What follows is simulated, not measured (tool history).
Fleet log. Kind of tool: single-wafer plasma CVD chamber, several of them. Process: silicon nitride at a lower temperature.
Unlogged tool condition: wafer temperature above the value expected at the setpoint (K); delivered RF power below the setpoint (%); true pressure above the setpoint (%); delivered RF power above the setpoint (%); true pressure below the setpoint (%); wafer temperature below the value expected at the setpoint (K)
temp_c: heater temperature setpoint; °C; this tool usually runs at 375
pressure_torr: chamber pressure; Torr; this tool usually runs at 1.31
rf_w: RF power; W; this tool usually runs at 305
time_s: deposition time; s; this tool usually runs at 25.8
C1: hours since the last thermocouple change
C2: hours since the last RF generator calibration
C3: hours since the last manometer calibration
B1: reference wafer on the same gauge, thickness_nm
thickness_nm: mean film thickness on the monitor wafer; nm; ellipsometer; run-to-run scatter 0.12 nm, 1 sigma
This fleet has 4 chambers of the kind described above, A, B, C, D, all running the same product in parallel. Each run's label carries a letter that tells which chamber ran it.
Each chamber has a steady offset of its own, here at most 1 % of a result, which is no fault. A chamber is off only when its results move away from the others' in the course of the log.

{"run": "1B", "hour": 7.6, "temp_c": 375, "pressure_torr": 1.31, "rf_w": 305, "time_s": 25.8, "C1": 220.8, "C2": 913.6, "C3": 1782.1, "B1": 23.71, "thickness_nm": 29.026}
{"run": "2D", "hour": 14.6, "temp_c": 375, "pressure_torr": 1.31, "rf_w": 305, "time_s": 25.8, "C1": 2121.4, "C2": 65.0, "C3": 913.3, "B1": 23.681, "thickness_nm": 28.29}
{"run": "3A", "hour": 21.8, "temp_c": 375, "pressure_torr": 1.31, "rf_w": 305, "time_s": 25.8, "C1": 2363.8, "C2": 1561.1, "C3": 1397.3, "B1": 23.698, "thickness_nm": 28.85}
{"run": "4C", "hour": 30.6, "temp_c": 375, "pressure_torr": 1.31, "rf_w": 305, "time_s": 25.8, "C1": 2190.0, "C2": 313.2, "C3": 605.5, "B1": 23.684, "thickness_nm": 28.36}
{"run": "5B", "hour": 36.5, "temp_c": 375, "pressure_torr": 1.31, "rf_w": 305, "time_s": 25.8, "C1": 249.7, "C2": 942.5, "C3": 1811.0, "B1": 23.721, "thickness_nm": 29.047}
{"run": "6A", "hour": 44.8, "temp_c": 375, "pressure_torr": 1.31, "rf_w": 305, "time_s": 25.8, "C1": 2386.8, "C2": 1584.1, "C3": 1420.3, "B1": 23.705, "thickness_nm": 28.73}
{"hour": 47.0, "done": "chamber A: thermocouple changed; heater temperature recalibrated"}
{"run": "7C", "hour": 52.0, "temp_c": 375, "pressure_torr": 1.31, "rf_w": 305, "time_s": 25.8, "C1": 2211.4, "C2": 334.6, "C3": 626.9, "B1": 23.704, "thickness_nm": 28.523}
{"run": "8D", "hour": 60.0, "temp_c": 375, "pressure_torr": 1.31, "rf_w": 305, "time_s": 25.8, "C1": 2166.8, "C2": 110.4, "C3": 958.7, "B1": 23.688, "thickness_nm": 28.547}
{"run": "9A", "hour": 68.4, "temp_c": 375, "pressure_torr": 1.31, "rf_w": 305, "time_s": 25.8, "C1": 21.5, "C2": 1607.7, "C3": 1443.9, "B1": 23.696, "thickness_nm": 28.782}
{"run": "10C", "hour": 75.6, "temp_c": 375, "pressure_torr": 1.31, "rf_w": 305, "time_s": 25.8, "C1": 2235.0, "C2": 358.2, "C3": 650.5, "B1": 23.7, "thickness_nm": 28.68}
{"run": "11B", "hour": 85.0, "temp_c": 375, "pressure_torr": 1.31, "rf_w": 305, "time_s": 25.8, "C1": 298.2, "C2": 991.0, "C3": 1859.5, "B1": 23.722, "thickness_nm": 28.993}
{"run": "12D", "hour": 95.0, "temp_c": 375, "pressure_torr": 1.31, "rf_w": 305, "time_s": 25.8, "C1": 2201.8, "C2": 145.4, "C3": 993.7, "B1": 23.701, "thickness_nm": 28.62}
{"run": "13B", "hour": 105.9, "temp_c": 375, "pressure_torr": 1.31, "rf_w": 305, "time_s": 25.8, "C1": 319.1, "C2": 1011.9, "C3": 1880.4, "B1": 23.702, "thickness_nm": 28.891}
{"run": "14C", "hour": 115.8, "temp_c": 375, "pressure_torr": 1.31, "rf_w": 305, "time_s": 25.8, "C1": 2275.2, "C2": 398.4, "C3": 690.7, "B1": 23.724, "thickness_nm": 28.49}
{"run": "15D", "hour": 122.8, "temp_c": 375, "pressure_torr": 1.31, "rf_w": 305, "time_s": 25.8, "C1": 2229.6, "C2": 173.2, "C3": 1021.5, "B1": 23.693, "thickness_nm": 28.423}
{"run": "16A", "hour": 134.4, "temp_c": 375, "pressure_torr": 1.31, "rf_w": 305, "time_s": 25.8, "C1": 87.5, "C2": 1673.7, "C3": 1509.9, "B1": 23.693, "thickness_nm": 28.718}
{"run": "17A", "hour": 140.8, "temp_c": 375, "pressure_torr": 1.31, "rf_w": 305, "time_s": 25.8, "C1": 93.9, "C2": 1680.1, "C3": 1516.3, "B1": 23.684, "thickness_nm": 28.934}
{"hour": 142.6, "done": "chamber D: thermocouple changed; heater temperature recalibrated"}
{"run": "18D", "hour": 151.5, "temp_c": 375, "pressure_torr": 1.31, "rf_w": 305, "time_s": 25.8, "C1": 9.0, "C2": 201.9, "C3": 1050.2, "B1": 23.695, "thickness_nm": 28.479}
{"run": "19B", "hour": 158.5, "temp_c": 375, "pressure_torr": 1.31, "rf_w": 305, "time_s": 25.8, "C1": 371.7, "C2": 1064.5, "C3": 1933.0, "B1": 23.702, "thickness_nm": 28.947}
{"run": "20C", "hour": 166.6, "temp_c": 375, "pressure_torr": 1.31, "rf_w": 305, "time_s": 25.8, "C1": 2326.0, "C2": 449.2, "C3": 741.5, "B1": 23.701, "thickness_nm": 28.656}
{"run": "21D", "hour": 175.7, "temp_c": 375, "pressure_torr": 1.31, "rf_w": 305, "time_s": 25.8, "C1": 33.2, "C2": 226.1, "C3": 1074.4, "B1": 23.712, "thickness_nm": 28.545}
{"run": "22B", "hour": 181.4, "temp_c": 375, "pressure_torr": 1.31, "rf_w": 305, "time_s": 25.8, "C1": 394.6, "C2": 1087.4, "C3": 1955.9, "B1": 23.695, "thickness_nm": 28.789}
{"hour": 182.1, "done": "chamber A: capacitance manometer re-zeroed and calibrated"}
{"run": "23A", "hour": 189.0, "temp_c": 368, "pressure_torr": 1.12, "rf_w": 305, "time_s": 25.8, "C1": 142.1, "C2": 1728.3, "C3": 6.9, "B1": 23.684, "thickness_nm": 27.744}
{"run": "24C", "hour": 200.6, "temp_c": 368, "pressure_torr": 1.12, "rf_w": 305, "time_s": 25.8, "C1": 2360.0, "C2": 483.2, "C3": 775.5, "B1": 23.704, "thickness_nm": 27.327}
{"run": "25C", "hour": 207.4, "temp_c": 368, "pressure_torr": 1.12, "rf_w": 305, "time_s": 25.8, "C1": 2366.8, "C2": 490.0, "C3": 782.3, "B1": 23.692, "thickness_nm": 27.406}
{"run": "26B", "hour": 214.6, "temp_c": 368, "pressure_torr": 1.12, "rf_w": 305, "time_s": 25.8, "C1": 427.8, "C2": 1120.6, "C3": 1989.1, "B1": 23.731, "thickness_nm": 27.703}
{"run": "27A", "hour": 222.5, "temp_c": 375, "pressure_torr": 1.31, "rf_w": 305, "time_s": 25.8, "C1": 175.6, "C2": 1761.8, "C3": 40.4, "B1": 23.674, "thickness_nm": 28.591}
{"run": "28D", "hour": 231.1, "temp_c": 375, "pressure_torr": 1.31, "rf_w": 305, "time_s": 25.8, "C1": 88.6, "C2": 281.5, "C3": 1129.8, "B1": 23.666, "thickness_nm": 28.439}
{"run": "29C", "hour": 241.9, "temp_c": 375, "pressure_torr": 1.31, "rf_w": 305, "time_s": 25.8, "C1": 2401.3, "C2": 524.5, "C3": 816.8, "B1": 23.706, "thickness_nm": 28.403}
{"run": "30B", "hour": 249.6, "temp_c": 375, "pressure_torr": 1.31, "rf_w": 305, "time_s": 25.8, "C1": 462.8, "C2": 1155.6, "C3": 2024.1, "B1": 23.707, "thickness_nm": 29.018}

For the next run the whole fleet of 4 chambers uses the same settings. Give each chamber's results:
{"run": "31A", "hour": 258.1, "temp_c": 375, "pressure_torr": 1.31, "rf_w": 305, "time_s": 25.8, "thickness_nm": "?"}
{"run": "31B", "hour": 258.1, "temp_c": 375, "pressure_torr": 1.31, "rf_w": 305, "time_s": 25.8, "thickness_nm": "?"}
{"run": "31C", "hour": 258.1, "temp_c": 375, "pressure_torr": 1.31, "rf_w": 305, "time_s": 25.8, "thickness_nm": "?"}
{"run": "31D", "hour": 258.1, "temp_c": 375, "pressure_torr": 1.31, "rf_w": 305, "time_s": 25.8, "thickness_nm": "?"}

run=31A thickness_nm=28.614
run=31B thickness_nm=28.952
run=31C thickness_nm=28.727
run=31D thickness_nm=28.467

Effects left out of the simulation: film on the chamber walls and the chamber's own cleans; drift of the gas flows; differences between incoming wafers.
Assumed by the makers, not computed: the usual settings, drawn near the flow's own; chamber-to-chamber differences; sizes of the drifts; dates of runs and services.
